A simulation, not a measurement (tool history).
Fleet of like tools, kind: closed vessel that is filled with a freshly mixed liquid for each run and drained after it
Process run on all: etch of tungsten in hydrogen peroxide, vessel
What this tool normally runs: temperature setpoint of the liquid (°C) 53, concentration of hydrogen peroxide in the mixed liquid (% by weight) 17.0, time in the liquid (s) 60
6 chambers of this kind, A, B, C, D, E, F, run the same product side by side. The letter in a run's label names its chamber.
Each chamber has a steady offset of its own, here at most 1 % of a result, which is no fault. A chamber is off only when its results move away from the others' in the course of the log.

run	hour	temperature setpoint of the liquid (°C)	concentration of hydrogen peroxide in the mixed liquid (% by weight)	time in the liquid (s)	read-back film thickness of the tungsten reference wafer, read on the same gauge (nm)	thickness taken off the tungsten on a monitor wafer (angstrom)
1B	8.2	53	17.0	60	50.034	560.82
2C	16.7	53	17.0	60	50.027	562.12
3D	24.6	53	17.0	60	49.979	546.80
4E	34.1	53	17.0	60	50.002	564.38
5F	42.0	53	17.0	60	49.997	560.09
6A	49.5	53	17.0	60	50.002	551.32
7D	57.5	53	17.0	60	49.985	562.27
8E	65.8	53	17.0	80	50.041	750.98
9F	73.6	53	17.0	80	50.010	739.64
# hour 78.7: chamber F: peroxide flow meter replaced
10A	85.1	53	17.0	80	50.015	746.32
11C	94.6	53	17.0	80	50.033	757.98
12B	104.3	53	17.0	80	49.990	743.60
13C	115.8	53	17.0	80	50.012	751.46
14E	127.5	53	17.0	80	49.990	756.77
15A	136.0	53	17.0	80	49.990	731.44
16D	142.0	53	17.0	80	50.020	739.87
17B	149.6	53	17.0	80	50.001	729.28
18F	159.5	53	17.0	80	49.968	742.63
19E	170.1	53	17.0	80	49.995	746.74
20B	180.9	53	17.0	60	49.997	561.50
21F	189.6	53	17.0	60	50.004	538.62
22A	198.6	53	15.0	30	50.030	264.18
23D	204.8	53	15.0	30	49.967	262.70
24C	214.5	53	15.0	30	49.987	265.55
25D	222.8	53	15.0	30	50.000	260.62
26C	231.7	53	15.0	30	49.975	264.53
27B	239.2	53	15.0	30	50.000	263.53
28F	246.9	53	17.0	60	50.023	513.06
29E	256.5	53	17.0	60	50.005	569.56
30A	266.7	53	17.0	60	49.930	559.21
# hour 269.8: chamber A: thermometer replaced
31B	276.3	53	17.0	60	50.059	557.73
# hour 282.8: chamber E: thermometer replaced
32C	285.3	53	17.0	60	49.975	560.77
33D	297.3	53	17.0	60	49.962	545.81
34E	303.7	53	17.0	60	49.996	561.72
35F	314.8	53	17.0	60	49.998	500.96
36A	320.1	53	17.0	60	50.024	559.32

Next, all 6 chambers run the settings below, one line each with question marks for the results. What does each chamber give?
37A	328.8	53	13.5	60		?
37B	328.8	53	13.5	60		?
37C	328.8	53	13.5	60		?
37D	328.8	53	13.5	60		?
37E	328.8	53	13.5	60		?
37F	328.8	53	13.5	60		?

run	thickness taken off the tungsten on a monitor wafer (angstrom)
37A	502.62
37B	507.16
37C	505.32
37D	489.74
37E	500.56
37F	443.76
